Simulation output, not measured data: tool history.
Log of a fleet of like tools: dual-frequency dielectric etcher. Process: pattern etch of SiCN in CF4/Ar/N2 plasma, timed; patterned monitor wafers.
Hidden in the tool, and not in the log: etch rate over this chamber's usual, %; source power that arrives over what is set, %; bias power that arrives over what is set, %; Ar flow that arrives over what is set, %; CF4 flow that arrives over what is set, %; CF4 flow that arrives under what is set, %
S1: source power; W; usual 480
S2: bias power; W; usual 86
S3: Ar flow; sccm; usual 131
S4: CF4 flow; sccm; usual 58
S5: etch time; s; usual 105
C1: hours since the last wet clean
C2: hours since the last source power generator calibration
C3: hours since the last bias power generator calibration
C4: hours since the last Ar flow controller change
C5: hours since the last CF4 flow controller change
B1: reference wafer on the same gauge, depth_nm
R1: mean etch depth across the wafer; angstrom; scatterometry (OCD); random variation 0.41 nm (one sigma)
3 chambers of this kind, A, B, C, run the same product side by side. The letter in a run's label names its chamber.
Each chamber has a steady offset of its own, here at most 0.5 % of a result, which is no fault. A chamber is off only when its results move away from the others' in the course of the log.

run	hour	S1	S2	S3	S4	S5	C1	C2	C3	C4	C5	B1	R1
1B	5.8	480	86	131	58	105	226.2	1081.9	1082.7	824.2	2757.7	105.26	959.70
2A	13.1	480	86	131	58	105	286.1	1724.9	2141.4	250.6	797.4	105.26	949.44
# hour 20.0: chamber B: CF4 flow controller replaced
3C	20.3	480	86	131	58	105	184.1	1613.6	1946.1	743.4	4347.9	105.30	948.43
4B	28.4	480	86	131	58	105	248.8	1104.5	1105.3	846.8	8.5	105.25	955.92
5A	35.1	480	86	131	58	105	308.1	1746.9	2163.4	272.6	819.4	105.31	953.94
6C	39.4	480	86	131	58	105	203.2	1632.7	1965.2	762.5	4367.0	105.39	961.40
7C	43.5	480	86	131	58	105	207.3	1636.8	1969.3	766.6	4371.1	105.28	964.65
8B	48.1	480	86	131	58	105	268.5	1124.2	1125.0	866.5	28.2	105.33	948.89
9A	53.8	480	86	131	58	105	326.8	1765.6	2182.1	291.3	838.1	105.15	949.44
10B	60.2	480	86	131	58	105	280.6	1136.3	1137.1	878.6	40.3	105.28	953.16
11C	65.6	480	86	131	58	105	229.4	1658.9	1991.4	788.7	4393.2	105.30	960.74
12A	72.9	480	86	131	58	105	345.9	1784.7	2201.2	310.4	857.2	105.27	955.83
13B	79.3	480	86	131	58	105	299.7	1155.4	1156.2	897.7	59.4	105.24	955.65
14A	85.1	480	86	131	58	105	358.1	1796.9	2213.4	322.6	869.4	105.24	952.27
15C	89.3	480	86	131	58	105	253.1	1682.6	2015.1	812.4	4416.9	105.35	981.69
16A	97.0	480	86	131	58	105	370.0	1808.8	2225.3	334.5	881.3	105.39	954.44
17B	102.3	480	86	131	58	105	322.7	1178.4	1179.2	920.7	82.4	105.34	953.88
18C	109.9	480	86	131	58	105	273.7	1703.2	2035.7	833.0	4437.5	105.43	976.66
19A	117.3	480	86	131	58	105	390.3	1829.1	2245.6	354.8	901.6	105.36	949.51
20B	125.4	480	86	131	58	105	345.8	1201.5	1202.3	943.8	105.5	105.32	949.22
21C	133.7	480	86	131	58	105	297.5	1727.0	2059.5	856.8	4461.3	105.32	975.17
22A	137.8	480	86	131	58	105	410.8	1849.6	2266.1	375.3	922.1	105.24	954.31
# hour 142.5: chamber B: wet clean of the chamber
23B	146.1	480	86	131	58	105	3.6	1222.2	1223.0	964.5	126.2	105.34	953.56

Is one chamber off against the others, does the gauge drift, or is nothing wrong? If a chamber is off, say which, and what the likeliest cause is.

Chamber C drifts away from the others.
Cause: etch rate over this chamber's usual, % = 3.68.
The log may not tell that from: source power that arrives over what is set, %.

Here are 4 candidates for chamber C's next run, each the usual settings with a change, their results left as question marks. Which one brings its results back in line with what the others give on the usual settings?
In line means no further than this from the other chambers' mean on the usual settings: R1 14.00 angstrom
24C-1	152.1	480	75	138	55	105							?
24C-2	152.1	480	87	130	58	111							?
24C-3	152.1	480	79	131	56	105							?
24C-4	152.1	480	92	128	60	105							?

The other chambers' mean on the usual settings: R1 953.76 angstrom
run	R1
24C-1	922.99
24C-2	1051.60
24C-3	952.19
24C-4	1024.00
24C-3 brings the chamber back in line.
